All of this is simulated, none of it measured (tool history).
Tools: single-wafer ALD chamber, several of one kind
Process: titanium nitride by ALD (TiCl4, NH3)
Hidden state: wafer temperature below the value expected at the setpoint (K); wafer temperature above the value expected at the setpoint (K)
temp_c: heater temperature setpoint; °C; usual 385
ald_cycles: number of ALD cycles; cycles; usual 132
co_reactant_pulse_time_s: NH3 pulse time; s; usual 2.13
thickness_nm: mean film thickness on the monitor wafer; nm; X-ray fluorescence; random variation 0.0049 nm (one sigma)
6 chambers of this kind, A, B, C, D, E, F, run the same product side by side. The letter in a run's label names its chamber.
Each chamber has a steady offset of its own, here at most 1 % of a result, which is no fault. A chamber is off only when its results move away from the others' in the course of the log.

| run | hour | temp_c | ald_cycles | co_reactant_pulse_time_s | hours since the last thermocouple change | read-back reference wafer on the same gauge, thickness_nm | thickness_nm |
|---|---|---|---|---|---|---|---|
| 1C | 6.2 | 385 | 132 | 2.13 | 1005.7 | 2.8101 | 2.8704 |
| 2E | 14.8 | 385 | 132 | 2.13 | 1326.1 | 2.8093 | 2.8883 |
| 3A | 26.8 | 385 | 132 | 2.13 | 1754.2 | 2.8098 | 2.8689 |
| 4B | 36.0 | 385 | 132 | 2.13 | 997.6 | 2.8078 | 2.8824 |
| 5D | 48.0 | 385 | 132 | 2.13 | 710.8 | 2.8071 | 2.9049 |
| 6F | 60.9 | 385 | 132 | 2.13 | 334.4 | 2.8079 | 2.8650 |
| 7F | 74.8 | 385 | 132 | 2.13 | 348.3 | 2.8057 | 2.8631 |
| 8B | 86.0 | 385 | 132 | 2.13 | 1047.6 | 2.8058 | 2.8769 |
| 9D | 95.0 | 385 | 132 | 2.13 | 757.8 | 2.8059 | 2.8921 |
| 10E | 102.0 | 385 | 132 | 2.13 | 1413.3 | 2.8053 | 2.8910 |
| 11C | 111.9 | 385 | 132 | 2.13 | 1111.4 | 2.8051 | 2.8686 |
| 12A | 122.6 | 385 | 132 | 2.13 | 1850.0 | 2.8047 | 2.8626 |
| 13B | 136.4 | 385 | 132 | 2.13 | 1098.0 | 2.8038 | 2.8737 |
| 14A | 146.6 | 385 | 132 | 2.13 | 1874.0 | 2.8027 | 2.8595 |
| 15F | 159.4 | 377 | 132 | 2.13 | 432.9 | 2.8014 | 2.8468 |
| 16D | 170.2 | 377 | 132 | 2.13 | 833.0 | 2.8017 | 2.8790 |
| 17C | 183.1 | 377 | 132 | 2.13 | 1182.6 | 2.8021 | 2.8488 |
| 18E | 197.0 | 377 | 132 | 2.13 | 1508.3 | 2.8021 | 2.8613 |
| 19F | 210.1 | 377 | 132 | 2.13 | 483.6 | 2.7992 | 2.8268 |
| 20A | 219.5 | 377 | 132 | 2.13 | 1946.9 | 2.7998 | 2.8377 |
| 21D | 230.8 | 385 | 132 | 2.13 | 893.6 | 2.7992 | 2.8740 |
| 22E | 240.1 | 385 | 132 | 2.13 | 1551.4 | 2.7987 | 2.8785 |
| 23C | 250.6 | 385 | 132 | 2.13 | 1250.1 | 2.7975 | 2.8627 |
| 24B | 264.1 | 385 | 132 | 2.13 | 1225.7 | 2.7968 | 2.8663 |
| 25E | 271.5 | 385 | 132 | 2.13 | 1582.8 | 2.7974 | 2.8776 |
| 26D | 278.0 | 385 | 132 | 2.13 | 940.8 | 2.7965 | 2.8882 |
| 27A | 287.6 | 385 | 132 | 2.13 | 2015.0 | 2.7984 | 2.8605 |
| 28B | 297.3 | 376 | 132 | 2.13 | 1258.9 | 2.7953 | 2.8484 |
| 29F | 306.3 | 376 | 132 | 2.13 | 579.8 | 2.7954 | 2.8315 |
| 30C | 314.0 | 376 | 132 | 2.13 | 1313.5 | 2.7957 | 2.8300 |
| 31F | 322.7 | 376 | 132 | 2.13 | 596.2 | 2.7941 | 2.8331 |
|  | 329.4 | chamber C: thermocouple changed; heater temperature recalibrated |
| 32E | 331.2 | 376 | 132 | 2.13 | 1642.5 | 2.7945 | 2.8371 |
| 33C | 341.8 | 376 | 132 | 2.13 | 12.4 | 2.7924 | 2.8357 |
| 34A | 352.7 | 385 | 132 | 2.13 | 2080.1 | 2.7934 | 2.8516 |
|  | 356.0 | chamber B: thermocouple changed; heater temperature recalibrated |
| 35B | 365.2 | 385 | 132 | 2.13 | 9.3 | 2.7929 | 2.8613 |
|  | 371.1 | chamber A: thermocouple changed; heater temperature recalibrated |
| 36D | 377.6 | 372 | 132 | 1.55 | 1040.4 | 2.7926 | 2.7705 |
| 37A | 384.2 | 372 | 132 | 1.55 | 13.2 | 2.7916 | 2.7525 |
| 38F | 395.4 | 372 | 132 | 1.55 | 668.9 | 2.7903 | 2.7434 |
| 39E | 404.1 | 372 | 132 | 1.55 | 1715.4 | 2.7904 | 2.7662 |

Next, every chamber runs the same settings. What will each give?
| 40A | 414.2 | 385 | 132 | 2.13 |  |  | ? |
| 40B | 414.2 | 385 | 132 | 2.13 |  |  | ? |
| 40C | 414.2 | 385 | 132 | 2.13 |  |  | ? |
| 40D | 414.2 | 385 | 132 | 2.13 |  |  | ? |
| 40E | 414.2 | 385 | 132 | 2.13 |  |  | ? |
| 40F | 414.2 | 385 | 132 | 2.13 |  |  | ? |

| run | thickness_nm |
|---|---|
| 40A | 2.8536 |
| 40B | 2.8592 |
| 40C | 2.8447 |
| 40D | 2.8827 |
| 40E | 2.8659 |
| 40F | 2.8494 |

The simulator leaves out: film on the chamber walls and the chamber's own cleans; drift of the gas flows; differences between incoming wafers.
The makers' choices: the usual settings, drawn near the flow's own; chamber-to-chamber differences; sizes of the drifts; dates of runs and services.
